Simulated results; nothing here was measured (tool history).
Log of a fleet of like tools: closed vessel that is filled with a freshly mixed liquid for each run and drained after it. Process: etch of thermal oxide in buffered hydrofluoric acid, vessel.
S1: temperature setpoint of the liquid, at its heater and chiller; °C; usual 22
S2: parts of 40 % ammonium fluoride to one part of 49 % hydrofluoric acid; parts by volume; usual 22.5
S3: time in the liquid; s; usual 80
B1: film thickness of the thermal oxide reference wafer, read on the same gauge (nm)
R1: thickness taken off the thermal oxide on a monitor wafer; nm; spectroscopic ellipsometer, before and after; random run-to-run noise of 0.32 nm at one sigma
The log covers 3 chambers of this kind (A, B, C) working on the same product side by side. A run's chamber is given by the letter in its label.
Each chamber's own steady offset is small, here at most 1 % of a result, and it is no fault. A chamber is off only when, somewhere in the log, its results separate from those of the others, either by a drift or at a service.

Run 1B, hour 12.3: usual settings; B1 60.001. Result: R1 36.716 nm.
Run 2C, hour 26.4: usual settings; B1 59.989. Result: R1 36.970 nm.
Run 3A, hour 39.3: usual settings; B1 60.017. Result: R1 36.877 nm.
Run 4B, hour 46.6: usual settings; B1 59.991. Result: R1 37.122 nm.
Run 5C, hour 55.9: usual settings; B1 59.986. Result: R1 37.421 nm.
Run 6A, hour 68.7: usual settings; B1 60.030. Result: R1 37.594 nm.
Run 7B, hour 79.3: usual settings; B1 59.998. Result: R1 36.545 nm.
Run 8A, hour 89.7: usual settings; B1 60.018. Result: R1 37.117 nm.
Run 9C, hour 98.5: usual settings; B1 60.027. Result: R1 37.561 nm.
Run 10A, hour 108.7: usual settings; B1 60.012. Result: R1 38.049 nm.
Run 11B, hour 116.3: usual settings; B1 60.005. Result: R1 36.571 nm.
Run 12C, hour 126.0: usual settings but S1 26 °C; B1 60.020. Result: R1 47.319 nm.
Run 13C, hour 139.1: usual settings but S1 26 °C; B1 60.049. Result: R1 47.022 nm.
Run 14A, hour 147.8: usual settings but S1 26 °C; B1 59.992. Result: R1 47.264 nm.
Run 15B, hour 156.3: usual settings; B1 60.027. Result: R1 37.217 nm.
Run 16C, hour 164.6: usual settings; B1 59.992. Result: R1 37.524 nm.
Run 17A, hour 174.6: usual settings; B1 59.981. Result: R1 37.480 nm.
Run 18B, hour 180.8: usual settings but S3 120 s; B1 60.000. Result: R1 55.874 nm.
Run 19A, hour 186.9: usual settings but S3 120 s; B1 59.984. Result: R1 55.811 nm.
Run 20B, hour 197.8: usual settings but S3 120 s; B1 59.998. Result: R1 54.782 nm.
Run 21C, hour 207.3: usual settings but S1 17 °C; B1 60.014. Result: R1 27.999 nm.
Run 22A, hour 218.2: usual settings but S1 17 °C; B1 60.042. Result: R1 27.823 nm.
Run 23C, hour 231.6: usual settings but S1 17 °C; B1 59.970. Result: R1 27.436 nm.
Run 24B, hour 241.7: usual settings but S1 25 °C, S3 130 s; B1 59.988. Result: R1 69.951 nm.
Run 25B, hour 255.2: usual settings but S1 25 °C, S3 130 s; B1 59.981. Result: R1 70.957 nm.
Run 26C, hour 268.3: usual settings but S1 25 °C, S3 130 s; B1 60.050. Result: R1 71.204 nm.
At hour 268.9: chamber B: thermometer replaced.
Run 27A, hour 274.7: usual settings; B1 59.992. Result: R1 37.820 nm.
Run 28B, hour 287.5: usual settings; B1 59.984. Result: R1 37.195 nm.
Run 29C, hour 300.8: usual settings; B1 59.987. Result: R1 37.156 nm.
Run 30A, hour 314.6: usual settings; B1 60.027. Result: R1 37.470 nm.
Run 31C, hour 327.4: usual settings; B1 59.989. Result: R1 37.133 nm.
Run 32B, hour 335.2: usual settings; B1 60.009. Result: R1 37.026 nm.
Run 33A, hour 342.9: usual settings; B1 59.993. Result: R1 37.479 nm.
Run 34B, hour 353.8: usual settings; B1 60.010. Result: R1 37.541 nm.
Run 35A, hour 361.1: usual settings; B1 59.994. Result: R1 37.573 nm.
Run 36C, hour 373.0: usual settings; B1 60.016. Result: R1 37.466 nm.
Run 37B, hour 383.7: usual settings; B1 60.026. Result: R1 37.124 nm.
Run 38A, hour 390.7: usual settings; B1 60.024. Result: R1 37.650 nm.
Run 39C, hour 400.6: usual settings; B1 60.002. Result: R1 36.805 nm.
Run 40A, hour 412.2: usual settings; B1 59.990. Result: R1 37.089 nm.
Run 41C, hour 425.5: usual settings; B1 60.008. Result: R1 37.087 nm.
Run 42B, hour 435.2: usual settings; B1 60.028. Result: R1 37.386 nm.

Next, every chamber runs the same settings. What will each give?
Run 43A, hour 445.3: usual settings but S3 120 s. Result: R1 ?.
Run 43B, hour 445.3: usual settings but S3 120 s. Result: R1 ?.
Run 43C, hour 445.3: usual settings but S3 120 s. Result: R1 ?.

run      R1
43A  56.981
43B  56.195
43C  55.747

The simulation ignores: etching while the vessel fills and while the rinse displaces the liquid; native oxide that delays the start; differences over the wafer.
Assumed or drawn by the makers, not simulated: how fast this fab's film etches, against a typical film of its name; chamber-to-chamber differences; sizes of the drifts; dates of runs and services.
